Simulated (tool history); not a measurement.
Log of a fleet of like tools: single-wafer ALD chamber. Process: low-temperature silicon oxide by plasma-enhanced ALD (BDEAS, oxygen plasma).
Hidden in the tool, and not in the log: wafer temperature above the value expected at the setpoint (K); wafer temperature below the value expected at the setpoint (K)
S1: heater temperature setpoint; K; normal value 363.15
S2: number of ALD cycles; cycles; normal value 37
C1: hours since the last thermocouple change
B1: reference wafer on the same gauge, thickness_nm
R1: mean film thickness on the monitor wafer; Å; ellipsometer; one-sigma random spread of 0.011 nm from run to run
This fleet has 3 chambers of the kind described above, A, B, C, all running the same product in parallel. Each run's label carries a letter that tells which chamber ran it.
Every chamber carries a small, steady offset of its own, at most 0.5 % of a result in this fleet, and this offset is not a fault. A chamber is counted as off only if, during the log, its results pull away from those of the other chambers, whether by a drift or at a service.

{"run": "1B", "hour": 6.1, "S1": 363.15, "S2": 37, "C1": 1419.5, "B1": 6.108, "R1": 55.114}
{"run": "2C", "hour": 10.1, "S1": 363.15, "S2": 37, "C1": 1399.9, "B1": 6.1072, "R1": 54.857}
{"run": "3A", "hour": 15.6, "S1": 363.15, "S2": 37, "C1": 409.1, "B1": 6.1107, "R1": 55.024}
{"run": "4B", "hour": 19.5, "S1": 363.15, "S2": 37, "C1": 1432.9, "B1": 6.1091, "R1": 54.816}
{"run": "5C", "hour": 23.8, "S1": 363.15, "S2": 37, "C1": 1413.6, "B1": 6.1088, "R1": 54.664}
{"run": "6A", "hour": 28.3, "S1": 363.15, "S2": 37, "C1": 421.8, "B1": 6.1096, "R1": 54.927}
{"run": "7B", "hour": 31.1, "S1": 363.15, "S2": 37, "C1": 1444.5, "B1": 6.1108, "R1": 55.046}
{"run": "8C", "hour": 36.6, "S1": 363.15, "S2": 37, "C1": 1426.4, "B1": 6.1103, "R1": 54.966}
{"run": "9A", "hour": 42.2, "S1": 363.15, "S2": 37, "C1": 435.7, "B1": 6.1117, "R1": 54.89}
{"run": "10A", "hour": 48.5, "S1": 363.15, "S2": 37, "C1": 442, "B1": 6.1103, "R1": 54.895}
{"run": "11C", "hour": 52.6, "S1": 363.15, "S2": 37, "C1": 1442.4, "B1": 6.1107, "R1": 54.735}
{"run": "12B", "hour": 58.1, "S1": 363.15, "S2": 37, "C1": 1471.5, "B1": 6.1093, "R1": 54.897}
{"hour": 63.6, "done": "chamber C: thermocouple changed; heater temperature recalibrated"}
{"run": "13B", "hour": 63.8, "S1": 363.15, "S2": 37, "C1": 1477.2, "B1": 6.1085, "R1": 54.974}
{"run": "14C", "hour": 68.1, "S1": 363.15, "S2": 30, "C1": 4.6, "B1": 6.1087, "R1": 44.4}
{"run": "15A", "hour": 72.1, "S1": 363.15, "S2": 30, "C1": 465.6, "B1": 6.1088, "R1": 44.569}
{"run": "16B", "hour": 78.2, "S1": 363.15, "S2": 30, "C1": 1491.6, "B1": 6.111, "R1": 44.379}
{"run": "17C", "hour": 82.8, "S1": 363.15, "S2": 37, "C1": 19.3, "B1": 6.111, "R1": 54.968}
{"run": "18A", "hour": 88.3, "S1": 363.15, "S2": 37, "C1": 481.8, "B1": 6.1122, "R1": 54.814}
{"run": "19A", "hour": 93.7, "S1": 363.15, "S2": 37, "C1": 487.2, "B1": 6.11, "R1": 54.962}
{"run": "20B", "hour": 96.8, "S1": 363.15, "S2": 37, "C1": 1510.2, "B1": 6.1079, "R1": 55.061}
{"run": "21C", "hour": 99.6, "S1": 363.15, "S2": 37, "C1": 36.1, "B1": 6.1101, "R1": 54.611}
{"run": "22A", "hour": 106.1, "S1": 363.15, "S2": 37, "C1": 499.6, "B1": 6.1103, "R1": 54.995}
{"run": "23C", "hour": 109.8, "S1": 363.15, "S2": 37, "C1": 46.3, "B1": 6.1081, "R1": 54.659}
{"run": "24B", "hour": 113.8, "S1": 354.15, "S2": 37, "C1": 1527.2, "B1": 6.1086, "R1": 56.498}
{"run": "25A", "hour": 117.3, "S1": 354.15, "S2": 37, "C1": 510.8, "B1": 6.1084, "R1": 56.64}
{"run": "26C", "hour": 120.5, "S1": 354.15, "S2": 37, "C1": 57, "B1": 6.1099, "R1": 56.533}
{"run": "27B", "hour": 124.7, "S1": 363.15, "S2": 37, "C1": 1538.1, "B1": 6.1107, "R1": 55.016}
{"run": "28C", "hour": 128.0, "S1": 363.15, "S2": 37, "C1": 64.5, "B1": 6.1085, "R1": 54.791}
{"run": "29A", "hour": 133.5, "S1": 363.15, "S2": 37, "C1": 527, "B1": 6.1087, "R1": 55.019}
{"run": "30B", "hour": 137.2, "S1": 363.15, "S2": 37, "C1": 1550.6, "B1": 6.1065, "R1": 54.966}
{"run": "31B", "hour": 143.5, "S1": 363.15, "S2": 37, "C1": 1556.9, "B1": 6.1116, "R1": 55.126}
{"run": "32A", "hour": 149.5, "S1": 363.15, "S2": 37, "C1": 543, "B1": 6.1105, "R1": 55.051}

Has any chamber moved away from the others, gradually or after a service, or does the common gauge drift, or do the chambers differ only by their own small steady offsets? State the chamber and the most likely cause if one applies.

All chambers stay in line apart from their small fixed offsets, and the gauge does not drift.
